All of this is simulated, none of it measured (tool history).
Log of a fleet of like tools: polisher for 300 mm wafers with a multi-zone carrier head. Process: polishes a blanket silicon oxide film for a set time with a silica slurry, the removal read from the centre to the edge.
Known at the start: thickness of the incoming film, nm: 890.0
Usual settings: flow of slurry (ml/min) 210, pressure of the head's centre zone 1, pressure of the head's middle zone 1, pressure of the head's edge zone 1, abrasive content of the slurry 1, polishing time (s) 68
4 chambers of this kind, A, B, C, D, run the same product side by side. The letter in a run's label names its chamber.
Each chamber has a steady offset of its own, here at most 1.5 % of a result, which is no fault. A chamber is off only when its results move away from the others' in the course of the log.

| run | day | flow of slurry (ml/min) | pressure of the head's centre zone | pressure of the head's middle zone | pressure of the head's edge zone | abrasive content of the slurry | polishing time (s) | wafers polished on this pad | hours since the slurry nozzle was cleaned | hours since the centre zone pressure was calibrated | hours since the edge zone pressure was calibrated | film removed at the wafer's centre (angstrom) | film removed at mid-radius (angstrom) | film removed at the wafer's edge (angstrom) |
|---|---|---|---|---|---|---|---|---|---|---|---|---|---|---|
| 1C | 0.367 | 210 | 1 | 1 | 1 | 1 | 68 | 369 | 137 | 502.8 | 52.2 | 2916.8 | 2898.4 | 2924.9 |
| 2B | 0.588 | 210 | 1 | 1 | 1 | 1 | 68 | 971 | 333.5 | 338.2 | 667.1 | 2862 | 2893.7 | 2880.3 |
| 3A | 0.808 | 210 | 1 | 1 | 1 | 1 | 68 | 500 | 321.7 | 1162.3 | 710.3 | 2880.7 | 2895.9 | 2912.7 |
| 4D | 1.067 | 210 | 1 | 1 | 1 | 1 | 68 | 663 | 561.5 | 92.7 | 152.7 | 2936.6 | 2960.9 | 2913.5 |
| 5A | 1.429 | 210 | 1 | 1 | 1 | 1 | 68 | 674 | 336.6 | 1177.2 | 725.2 | 2915.8 | 2825.7 | 2944 |
|  | 1.488 | chamber A: worn pad replaced by a new one |
|  | 1.738 | chamber D: worn pad replaced by a new one |
| 6C | 1.775 | 210 | 1 | 1 | 1 | 1 | 68 | 763 | 170.8 | 536.6 | 86 | 2894.7 | 2946.8 | 2892.4 |
| 7D | 2.2 | 210 | 1 | 1 | 1 | 0.8 | 68 | 129 | 588.7 | 119.9 | 179.9 | 2643.1 | 2642 | 2628.4 |
|  | 2.392 | chamber C: worn pad replaced by a new one |
|  | 2.442 | chamber B: worn pad replaced by a new one |
| 8B | 2.542 | 210 | 1 | 1 | 1 | 0.8 | 68 | 28 | 380.4 | 385.1 | 714 | 2606.1 | 2599.9 | 2557.8 |
| 9B | 3.008 | 210 | 1 | 1 | 1 | 0.8 | 68 | 158 | 391.6 | 396.3 | 725.2 | 2549.5 | 2609.6 | 2558.5 |
| 10A | 3.321 | 210 | 1 | 1 | 1 | 0.8 | 68 | 512 | 382 | 1222.6 | 770.6 | 2570.7 | 2555.5 | 2640.8 |
|  | 3.517 | chamber B: centre zone pressure recalibrated |
| 11C | 3.558 | 210 | 1 | 1 | 1 | 1 | 68 | 326 | 213.6 | 579.4 | 128.8 | 2956.3 | 2919.4 | 2920.3 |
| 12D | 3.862 | 235 | 1 | 1 | 1 | 1 | 68 | 594 | 628.6 | 159.8 | 219.8 | 3013 | 2964.7 | 2976.4 |
|  | 3.875 | chamber B: slurry nozzle cleaned |
|  | 4.192 | chamber A: worn pad replaced by a new one |
| 13A | 4.262 | 235 | 1 | 1 | 1 | 1 | 68 | 20 | 404.6 | 1245.2 | 793.2 | 2946.5 | 2873.3 | 3010.6 |
| 14C | 4.471 | 235 | 1 | 1 | 1 | 1 | 68 | 581 | 235.5 | 601.3 | 150.7 | 2941.4 | 2968.8 | 2937.3 |
|  | 4.512 | chamber D: slurry nozzle cleaned |
|  | 4.642 | chamber D: worn pad replaced by a new one |
| 15B | 4.8 | 235 | 1 | 1 | 1 | 1 | 68 | 659 | 22.3 | 30.8 | 768.2 | 2970.1 | 3007 | 2865.8 |
| 16D | 5.117 | 210 | 1 | 1 | 1 | 1 | 68 | 133 | 14.6 | 189.9 | 249.9 | 2974 | 2917.7 | 2907.8 |
| 17A | 5.558 | 210 | 1 | 1 | 1 | 1 | 68 | 382 | 435.7 | 1276.3 | 824.3 | 2883.5 | 2858.5 | 2887.2 |
|  | 5.696 | chamber C: worn pad replaced by a new one |
| 18B | 5.833 | 210 | 1 | 1 | 1 | 1 | 68 | 947 | 47.1 | 55.6 | 793 | 2901.8 | 2916.2 | 2877.8 |
| 19D | 6.246 | 210 | 1 | 1 | 1 | 1 | 68 | 448 | 41.7 | 217 | 277 | 3019.4 | 2937.7 | 2886.3 |
|  | 6.3 | chamber C: slurry nozzle cleaned |
| 20C | 6.562 | 210 | 1 | 1 | 1 | 1 | 68 | 242 | 6.3 | 651.5 | 200.9 | 2933.1 | 2917.5 | 2869.5 |
| 21A | 6.783 | 210 | 1 | 1 | 1 | 1 | 68 | 725 | 465.1 | 1305.7 | 853.7 | 2884.8 | 2860.5 | 2899.4 |
|  | 6.829 | chamber A: worn pad replaced by a new one |
| 22D | 7.196 | 210 | 1 | 1 | 1 | 1 | 68 | 714 | 64.5 | 239.8 | 299.8 | 3068.1 | 2968.8 | 2862.3 |
|  | 7.496 | chamber B: worn pad replaced by a new one |
| 23B | 7.658 | 210 | 1 | 1 | 1 | 1 | 68 | 45 | 90.9 | 99.4 | 836.8 | 2916.4 | 2916 | 2910.9 |
|  | 7.783 | chamber D: worn pad replaced by a new one |
| 24C | 8 | 210 | 1 | 1 | 1 | 1 | 68 | 643 | 40.8 | 686 | 235.4 | 2910.9 | 2905.2 | 2927.6 |
| 25B | 8.221 | 210 | 1 | 1 | 1 | 1 | 68 | 203 | 104.4 | 112.9 | 850.3 | 2873.9 | 2900.9 | 2839.3 |
| 26C | 8.638 | 210 | 1 | 1 | 1 | 1 | 68 | 821 | 56.1 | 701.3 | 250.7 | 2921.8 | 2944.7 | 2921.4 |
|  | 8.85 | chamber C: worn pad replaced by a new one |
| 27A | 9.067 | 210 | 1 | 1 | 1 | 1 | 68 | 626 | 519.9 | 1360.5 | 908.5 | 2906.8 | 2887.9 | 2875.7 |
|  | 9.533 | chamber A: worn pad replaced by a new one |
| 28D | 9.533 | 210 | 1 | 1 | 1.08 | 1 | 87 | 489 | 120.6 | 295.9 | 355.9 | 4003.8 | 3762.8 | 3920.6 |
| 29D | 9.767 | 210 | 1 | 1 | 1.08 | 1 | 87 | 554 | 126.2 | 301.5 | 361.5 | 4005.9 | 3772.4 | 3849.4 |
|  | 9.938 | chamber C: edge zone pressure recalibrated |
| 30A | 10.2 | 210 | 1 | 1 | 1.08 | 1 | 87 | 186 | 547.1 | 1387.7 | 935.7 | 3705.1 | 3686.6 | 3868.7 |
| 31B | 10.529 | 210 | 1 | 1 | 1.08 | 1 | 87 | 848 | 159.8 | 168.3 | 905.7 | 3716.8 | 3734.9 | 3804 |
| 32C | 10.888 | 210 | 1 | 1 | 1 | 1 | 68 | 569 | 110.1 | 755.3 | 22.8 | 2920.4 | 2908.2 | 2857.5 |
| 33A | 11.104 | 210 | 1 | 1 | 1 | 1 | 68 | 439 | 568.8 | 1409.4 | 957.4 | 2851.1 | 2884.9 | 2909.5 |
| 34B | 11.475 | 210 | 1 | 1 | 1 | 1 | 68 | 1112 | 182.5 | 191 | 928.4 | 2875.2 | 2890.2 | 2837 |
| 35C | 11.862 | 210 | 1 | 1 | 1 | 1 | 68 | 841 | 133.5 | 778.7 | 46.2 | 2913.1 | 2925.1 | 2915.6 |

What goes on in this fleet: one chamber off, a drifting gauge, or nothing beyond the chambers' own small offsets? Name the chamber and the cause, if any.

Chamber D drifts away from the others.
Cause: centre zone's pressure above its setpoint, % = 8.36.

Here are 4 candidates for chamber D's next run, each the usual settings with a change, their results left as question marks. Which one brings its results back in line with what the others give on the usual settings?
In line means no further than this from the other chambers' mean on the usual settings: film removed at the wafer's centre (angstrom) 70; film removed at mid-radius (angstrom) 69; film removed at the wafer's edge (angstrom) 85
| 36D-1 | 12.204 | 205 | 0.93 | 1.01 | 1.03 | 1 | 67 |  |  |  |  | ? | ? | ? |
| 36D-2 | 12.204 | 215 | 1.07 | 0.99 | 0.97 | 1 | 69 |  |  |  |  | ? | ? | ? |
| 36D-3 | 12.204 | 210 | 1.03 | 1 | 0.99 | 1 | 68 |  |  |  |  | ? | ? | ? |
| 36D-4 | 12.204 | 210 | 0.97 | 1 | 1.01 | 1 | 68 |  |  |  |  | ? | ? | ? |

The other chambers' mean on the usual settings: film removed at the wafer's centre (angstrom) 2896.8; film removed at mid-radius (angstrom) 2899.7; film removed at the wafer's edge (angstrom) 2897.6
| run | film removed at the wafer's centre (angstrom) | film removed at mid-radius (angstrom) | film removed at the wafer's edge (angstrom) |
|---|---|---|---|
| 36D-1 | 2896.8 | 2897.3 | 2876.6 |
| 36D-2 | 3494.8 | 2946.4 | 2886.6 |
| 36D-3 | 3294.6 | 2922 | 2867.5 |
| 36D-4 | 3088.3 | 2923 | 2897.4 |
36D-1 brings the chamber back in line.

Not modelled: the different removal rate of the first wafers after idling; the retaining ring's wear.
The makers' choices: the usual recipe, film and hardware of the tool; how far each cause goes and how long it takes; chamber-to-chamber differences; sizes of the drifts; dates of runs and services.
